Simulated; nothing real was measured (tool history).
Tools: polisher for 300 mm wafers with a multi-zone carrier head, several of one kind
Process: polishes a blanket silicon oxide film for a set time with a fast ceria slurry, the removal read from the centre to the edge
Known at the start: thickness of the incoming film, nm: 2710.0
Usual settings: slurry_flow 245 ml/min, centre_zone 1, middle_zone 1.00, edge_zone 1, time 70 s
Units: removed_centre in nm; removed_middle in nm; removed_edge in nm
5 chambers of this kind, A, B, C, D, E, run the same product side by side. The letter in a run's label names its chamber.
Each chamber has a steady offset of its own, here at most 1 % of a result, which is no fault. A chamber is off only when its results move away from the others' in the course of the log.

run	day	slurry_flow	centre_zone	middle_zone	edge_zone	time	removed_centre	removed_middle	removed_edge
1D	0.533	245	1	1.00	1	70	778.98	802.99	794.92
2E	0.933	245	1	1.00	1	70	789.80	773.46	780.89
# day 1.033: chamber B: worn pad replaced by a new one
# day 1.292: chamber C: worn pad replaced by a new one
# day 1.346: chamber A: worn pad replaced by a new one
3B	1.392	245	1	1.00	1	70	787.36	766.36	796.93
4C	1.908	245	1	1.00	1	70	785.58	793.40	777.53
5A	2.196	245	1	1.00	1	70	772.70	784.11	776.11
6D	2.708	245	1	1.00	1	70	804.93	795.30	789.46
7A	3.104	245	1	1.00	1	70	795.98	810.16	767.12
# day 3.400: chamber E: worn pad replaced by a new one
8B	3.708	175	1	1.00	1	62	664.68	657.00	687.00
9E	4.092	175	1	1.00	1	62	667.03	661.34	672.62
# day 4.112: chamber D: worn pad replaced by a new one
10C	4.533	175	1	1.00	1	62	663.41	653.67	671.25
11E	5.029	175	1	1.00	1	62	667.06	667.18	660.63
# day 5.096: chamber B: centre zone pressure recalibrated
# day 5.250: chamber C: slurry nozzle cleaned
12B	5.312	175	1	1.00	1	62	664.46	663.13	668.47
13C	5.667	245	1	1.00	1	70	783.43	788.81	769.15
14D	6.092	245	1	1.00	1	70	788.76	784.18	789.32
15A	6.462	245	1	1.05	1	70	785.32	825.94	783.47
# day 6.788: chamber A: worn pad replaced by a new one
16A	6.996	245	1	1.05	1	70	775.83	836.88	789.31
17C	7.312	245	1	1.05	1	70	773.22	823.20	784.27
18D	7.800	245	1	1.05	1	70	794.12	821.64	793.60
19E	8.279	245	1	1.05	1	70	807.60	815.12	773.47
# day 8.592: chamber B: worn pad replaced by a new one
20B	8.608	245	1	1.00	1	70	796.09	789.40	784.70
# day 8.629: chamber D: worn pad replaced by a new one
21D	8.892	245	1	1.00	1	70	794.10	803.63	794.84
22E	9.162	165	1	1.00	1	58	632.86	616.79	622.76
# day 9.221: chamber C: worn pad replaced by a new one
23C	9.442	165	1	1.00	1	58	609.12	613.77	625.27
# day 9.538: chamber E: edge zone pressure recalibrated
# day 9.879: chamber B: slurry nozzle cleaned
24A	10.067	165	1	1.00	1	58	608.34	616.11	622.15
# day 10.083: chamber D: edge zone pressure recalibrated
# day 10.158: chamber C: edge zone pressure recalibrated
25B	10.629	165	1	1.00	1	58	622.06	608.34	633.15
# day 11.150: chamber E: worn pad replaced by a new one
26C	11.171	165	1	1.00	1	58	604.75	613.50	621.56
# day 11.646: chamber E: slurry nozzle cleaned
# day 11.746: chamber A: worn pad replaced by a new one
27E	11.775	245	1	1.00	1	70	823.62	789.67	781.19
28D	12.329	245	1	1.00	1	70	780.70	788.63	784.57
29A	12.933	175	1	1.00	1	86	910.48	918.18	933.54
# day 13.267: chamber D: worn pad replaced by a new one
30B	13.267	175	1	1.00	1	86	910.64	902.86	930.35
31B	13.554	175	1	1.00	1	86	919.89	917.93	941.28
# day 13.717: chamber A: centre zone pressure recalibrated
32E	14.150	175	1	1.00	1	86	985.65	916.33	934.26
33D	14.425	175	1	1.00	1	86	920.19	927.24	936.93
# day 14.638: chamber A: edge zone pressure recalibrated
34C	14.754	245	1	1.10	1	60	673.39	742.40	666.29
35A	15.271	245	1	1.10	1	60	682.75	723.15	654.34
36A	15.796	245	1	1.10	1	60	668.10	732.30	674.82
# day 16.175: chamber B: worn pad replaced by a new one
37B	16.212	245	1	1.10	1	60	672.05	712.21	673.64

What goes on in this fleet: one chamber off, a drifting gauge, or nothing beyond the chambers' own small offsets? Name the chamber and the cause, if any.

Chamber E drifts away from the others.
Cause: centre zone's pressure above its setpoint, % = 9.59.

Here are 4 candidates for chamber E's next run, each the usual settings with a change, their results left as question marks. Which one brings its results back in line with what the others give on the usual settings?
In line means no further than this from the other chambers' mean on the usual settings: removed_centre 32.00 nm; removed_middle 32.00 nm; removed_edge 22.00 nm
38E-1	16.662	245	1.02	1.00	0.99	70	?	?	?
38E-2	16.662	250	1.08	0.98	0.97	71	?	?	?
38E-3	16.662	240	0.92	1.02	1.03	69	?	?	?
38E-4	16.662	245	0.98	1.00	1.01	70	?	?	?

The other chambers' mean on the usual settings: removed_centre 785.71 nm; removed_middle 784.01 nm; removed_edge 783.60 nm
run	removed_centre	removed_middle	removed_edge
38E-1	884.24	783.03	776.42
38E-2	956.99	780.99	780.84
38E-3	776.03	784.75	779.72
38E-4	846.26	783.21	784.57
38E-3 brings the chamber back in line.
